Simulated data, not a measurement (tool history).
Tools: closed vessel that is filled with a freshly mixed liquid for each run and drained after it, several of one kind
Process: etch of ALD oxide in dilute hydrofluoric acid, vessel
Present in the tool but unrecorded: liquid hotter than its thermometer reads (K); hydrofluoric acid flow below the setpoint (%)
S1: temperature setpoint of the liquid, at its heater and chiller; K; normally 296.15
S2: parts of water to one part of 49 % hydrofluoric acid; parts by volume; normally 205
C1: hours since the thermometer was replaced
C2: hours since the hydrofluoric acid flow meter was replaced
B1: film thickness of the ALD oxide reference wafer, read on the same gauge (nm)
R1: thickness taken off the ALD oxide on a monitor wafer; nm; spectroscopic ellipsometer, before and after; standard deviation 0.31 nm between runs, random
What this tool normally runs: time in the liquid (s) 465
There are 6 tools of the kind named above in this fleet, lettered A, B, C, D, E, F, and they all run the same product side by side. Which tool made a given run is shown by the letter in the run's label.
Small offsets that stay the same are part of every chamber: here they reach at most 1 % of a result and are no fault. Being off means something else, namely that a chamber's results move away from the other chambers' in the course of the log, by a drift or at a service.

run 1A hour=13.2 | S1=296.15 S2=205 time_in_the_liquid_(s)=465 | C1=515.3 C2=209.5 | B1=150.04 | R1=36.826
run 2B hour=21.7 | S1=296.15 S2=205 time_in_the_liquid_(s)=465 | C1=103.3 C2=290.9 | B1=149.99 | R1=36.531
run 3C hour=29.7 | S1=296.15 S2=205 time_in_the_liquid_(s)=465 | C1=1068 C2=449.2 | B1=150.02 | R1=36.853
run 4F hour=41.7 | S1=296.15 S2=205 time_in_the_liquid_(s)=465 | C1=172.4 C2=923.8 | B1=149.98 | R1=36.553
run 5E hour=48.6 | S1=296.15 S2=205 time_in_the_liquid_(s)=465 | C1=73.7 C2=350.2 | B1=149.99 | R1=36.293
run 6D hour=60.7 | S1=296.15 S2=205 time_in_the_liquid_(s)=465 | C1=1121.7 C2=1194 | B1=150 | R1=36.669
run 7B hour=68.6 | S1=296.15 S2=205 time_in_the_liquid_(s)=465 | C1=150.2 C2=337.8 | B1=150.02 | R1=36.389
run 8A hour=76.1 | S1=296.15 S2=205 time_in_the_liquid_(s)=465 | C1=578.2 C2=272.4 | B1=149.99 | R1=36.097
run 9E hour=89.6 | S1=296.15 S2=205 time_in_the_liquid_(s)=465 | C1=114.7 C2=391.2 | B1=150.01 | R1=37.358
run 10F hour=98.4 | S1=296.15 S2=205 time_in_the_liquid_(s)=465 | C1=229.1 C2=980.5 | B1=150.01 | R1=36.841
run 11D hour=108.9 | S1=296.15 S2=205 time_in_the_liquid_(s)=465 | C1=1169.9 C2=1242.2 | B1=150 | R1=37.511
run 12C hour=116.5 | S1=296.15 S2=205 time_in_the_liquid_(s)=465 | C1=1154.8 C2=536 | B1=150.01 | R1=36.66
run 13A hour=129.7 | S1=296.15 S2=205 time_in_the_liquid_(s)=465 | C1=631.8 C2=326 | B1=150.01 | R1=36.021
run 14D hour=142 | S1=296.15 S2=205 time_in_the_liquid_(s)=465 | C1=1203 C2=1275.3 | B1=149.97 | R1=36.661
run 15C hour=149 | S1=296.15 S2=205 time_in_the_liquid_(s)=465 | C1=1187.3 C2=568.5 | B1=150 | R1=35.978
run 16F hour=155.9 | S1=296.15 S2=205 time_in_the_liquid_(s)=465 | C1=286.6 C2=1038 | B1=150.02 | R1=36.521
run 17E hour=162.3 | S1=296.15 S2=205 time_in_the_liquid_(s)=465 | C1=187.4 C2=463.9 | B1=150.02 | R1=36.941
run 18B hour=170.3 | S1=296.15 S2=205 time_in_the_liquid_(s)=465 | C1=251.9 C2=439.5 | B1=150.02 | R1=36.239
run 19C hour=182.2 | S1=296.15 S2=120 time_in_the_liquid_(s)=465 | C1=1220.5 C2=601.7 | B1=149.98 | R1=66.916
run 20D hour=191.4 | S1=296.15 S2=120 time_in_the_liquid_(s)=465 | C1=1252.4 C2=1324.7 | B1=150.01 | R1=67.355
run 21B hour=203.6 | S1=296.15 S2=120 time_in_the_liquid_(s)=465 | C1=285.2 C2=472.8 | B1=150.04 | R1=66.929
run 22F hour=210.9 | S1=296.15 S2=120 time_in_the_liquid_(s)=465 | C1=341.6 C2=1093 | B1=149.99 | R1=69.351
run 23A hour=224.2 | S1=296.15 S2=120 time_in_the_liquid_(s)=465 | C1=726.3 C2=420.5 | B1=150.01 | R1=67.89
run 24E hour=231.7 | S1=296.15 S2=120 time_in_the_liquid_(s)=465 | C1=256.8 C2=533.3 | B1=150.02 | R1=67.263
run 25D hour=241.8 | S1=296.15 S2=205 time_in_the_liquid_(s)=465 | C1=1302.8 C2=1375.1 | B1=150.02 | R1=36.302
run 26C hour=255.5 | S1=296.15 S2=205 time_in_the_liquid_(s)=465 | C1=1293.8 C2=675 | B1=150 | R1=35.673
run 27F hour=262.7 | S1=296.15 S2=205 time_in_the_liquid_(s)=465 | C1=393.4 C2=1144.8 | B1=150.02 | R1=35.657
run 28A hour=273.4 | S1=298.15 S2=205 time_in_the_liquid_(s)=320 | C1=775.5 C2=469.7 | B1=150 | R1=26.712
run 29B hour=286.8 | S1=298.15 S2=205 time_in_the_liquid_(s)=320 | C1=368.4 C2=556 | B1=150 | R1=26.976
run 30E hour=299 | S1=298.15 S2=205 time_in_the_liquid_(s)=320 | C1=324.1 C2=600.6 | B1=149.99 | R1=27.09
run 31C hour=310.4 | S1=298.15 S2=205 time_in_the_liquid_(s)=320 | C1=1348.7 C2=729.9 | B1=150.01 | R1=26.271
run 32B hour=318.2 | S1=298.15 S2=205 time_in_the_liquid_(s)=320 | C1=399.8 C2=587.4 | B1=150 | R1=26.673
run 33E hour=327.5 | S1=298.15 S2=205 time_in_the_liquid_(s)=320 | C1=352.6 C2=629.1 | B1=150.01 | R1=26.81
run 34D hour=336.8 | S1=296.15 S2=205 time_in_the_liquid_(s)=465 | C1=1397.8 C2=1470.1 | B1=149.97 | R1=36.649
run 35F hour=349.6 | S1=296.15 S2=205 time_in_the_liquid_(s)=465 | C1=480.3 C2=1231.7 | B1=149.97 | R1=36.02
run 36A hour=356.4 | S1=296.15 S2=205 time_in_the_liquid_(s)=465 | C1=858.5 C2=552.7 | B1=149.99 | R1=36.301
run 37C hour=369.8 | S1=296.15 S2=205 time_in_the_liquid_(s)=465 | C1=1408.1 C2=789.3 | B1=150 | R1=34.801
run 38E hour=379.5 | S1=296.15 S2=205 time_in_the_liquid_(s)=465 | C1=404.6 C2=681.1 | B1=149.99 | R1=36.474
run 39B hour=386.9 | S1=296.15 S2=205 time_in_the_liquid_(s)=465 | C1=468.5 C2=656.1 | B1=150.02 | R1=36.475

Decide between three cases: one chamber stands off from its peers, the gauge reading all wafers drifts, or nothing is wrong past each chamber's small offset. Where a chamber is off, say which and what most likely put it there.

Chamber C drifts away from the others.
Likeliest cause: hydrofluoric acid flow below the setpoint (%) = 4.83.
The log may not separate it from: liquid colder than its thermometer reads (K).

Chamber C could run next with any of the 4 candidate recipes listed below; each alters the usual settings, and their results appear as question marks. Which one brings its results back in line with what the other chambers deliver on the usual settings?
Allowed miss from the other chambers' usual-settings mean, per result, to count as in line: R1 1.1 nm
run 40C-1 hour=396.8 | S1=296.15 S2=205 time_in_the_liquid_(s)=520 | R1=?
run 40C-2 hour=396.8 | S1=296.15 S2=225 time_in_the_liquid_(s)=465 | R1=?
run 40C-3 hour=396.8 | S1=296.15 S2=205 time_in_the_liquid_(s)=490 | R1=?
run 40C-4 hour=396.8 | S1=296.15 S2=215 time_in_the_liquid_(s)=465 | R1=?

Other chambers, usual settings, mean: R1 36.427 nm
run=40C-1 R1=38.405
run=40C-2 R1=30.619
run=40C-3 R1=36.189
run=40C-4 R1=32.389
40C-3 puts the chamber back in line with the other chambers.
